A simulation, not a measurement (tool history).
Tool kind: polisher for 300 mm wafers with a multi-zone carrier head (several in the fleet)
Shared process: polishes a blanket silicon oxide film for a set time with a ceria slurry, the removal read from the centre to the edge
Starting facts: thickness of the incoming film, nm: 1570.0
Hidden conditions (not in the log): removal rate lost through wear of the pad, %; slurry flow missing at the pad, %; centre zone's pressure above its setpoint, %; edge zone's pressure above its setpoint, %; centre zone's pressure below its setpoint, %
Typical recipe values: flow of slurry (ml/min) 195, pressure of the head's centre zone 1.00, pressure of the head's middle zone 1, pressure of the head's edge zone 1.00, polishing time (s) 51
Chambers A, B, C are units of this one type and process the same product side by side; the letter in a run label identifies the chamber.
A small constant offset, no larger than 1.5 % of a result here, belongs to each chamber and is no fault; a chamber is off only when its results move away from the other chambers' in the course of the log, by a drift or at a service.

run	hour	flow of slurry (ml/min)	pressure of the head's centre zone	pressure of the head's middle zone	pressure of the head's edge zone	polishing time (s)	wafers polished on this pad	hours since the slurry nozzle was cleaned	hours since the centre zone pressure was calibrated	hours since the edge zone pressure was calibrated	film removed at the wafer's centre (angstrom)	film removed at mid-radius (angstrom)	film removed at the wafer's edge (angstrom)
1A	11.2	195	1.00	1	1.00	51	464	108.6	169.7	906.9	2733.2	2774.7	2757.1
2B	21.6	195	1.00	1	1.00	51	180	136.6	238.8	339.2	2682.2	2753.8	2720.8
3C	27.8	195	1.00	1	1.00	51	378	107.4	434.3	423.9	2761.6	2822.2	2732.3
# hour 37.3: chamber C: edge zone pressure recalibrated
4A	38.5	195	1.00	1	1.00	51	634	135.9	197.0	934.2	2778.1	2672.3	2668.3
# hour 43.3: chamber A: edge zone pressure recalibrated
5C	47.0	195	1.00	1	1.11	51	498	126.6	453.5	9.7	2734.3	2772.7	2944.8
6B	56.8	195	1.00	1	1.11	51	400	171.8	274.0	374.4	2726.6	2690.8	2858.8
7B	66.8	195	1.00	1	1.11	51	463	181.8	284.0	384.4	2661.6	2703.3	2921.6
# hour 72.6: chamber C: worn pad replaced by a new one
8C	76.5	195	1.00	1	1.00	51	24	156.1	483.0	39.2	2733.9	2737.7	2726.9
9A	86.0	255	1.06	1	1.00	51	931	183.4	244.5	42.8	3001.8	2847.6	2762.6
# hour 95.2: chamber B: worn pad replaced by a new one
10A	97.8	255	1.06	1	1.00	51	1005	195.2	256.3	54.6	3042.2	2766.4	2761.6
11B	103.0	255	1.06	1	1.00	51	49	218.0	320.2	420.6	2920.0	2740.8	2747.5
12C	114.2	195	1.00	1	1.00	61	260	193.8	520.7	76.9	3298.8	3297.6	3251.7
13C	119.7	195	1.00	1	1.00	61	294	199.3	526.2	82.4	3278.4	3252.4	3319.3
14A	127.6	195	1.00	1	1.00	61	1191	225.0	286.1	84.4	3289.8	3313.9	3194.8
15B	135.4	195	1.00	1	1.00	51	251	250.4	352.6	453.0	2551.7	2720.7	2726.8
16B	142.1	195	1.00	1	1.00	51	293	257.1	359.3	459.7	2516.2	2718.8	2708.8
17A	151.1	195	1.00	1	1.00	69	1338	248.5	309.6	107.9	3768.2	3749.4	3567.5
18C	157.1	195	1.00	1	1.00	69	528	236.7	563.6	119.8	3773.5	3685.1	3742.1
19B	164.6	195	1.00	1	1.00	69	433	279.6	381.8	482.2	3344.3	3591.5	3686.0
20C	173.2	195	1.00	1	1.00	51	629	252.8	579.7	135.9	2723.5	2691.9	2702.9

All 3 chambers run these settings next. Forecast each chamber's results:
21A	181.7	260	1.00	1	1.00	51					?	?	?
21B	181.7	260	1.00	1	1.00	51					?	?	?
21C	181.7	260	1.00	1	1.00	51					?	?	?

run	film removed at the wafer's centre (angstrom)	film removed at mid-radius (angstrom)	film removed at the wafer's edge (angstrom)
21A	2863.4	2842.9	2792.5
21B	2529.9	2874.3	2742.7
21C	2850.3	2859.6	2895.6
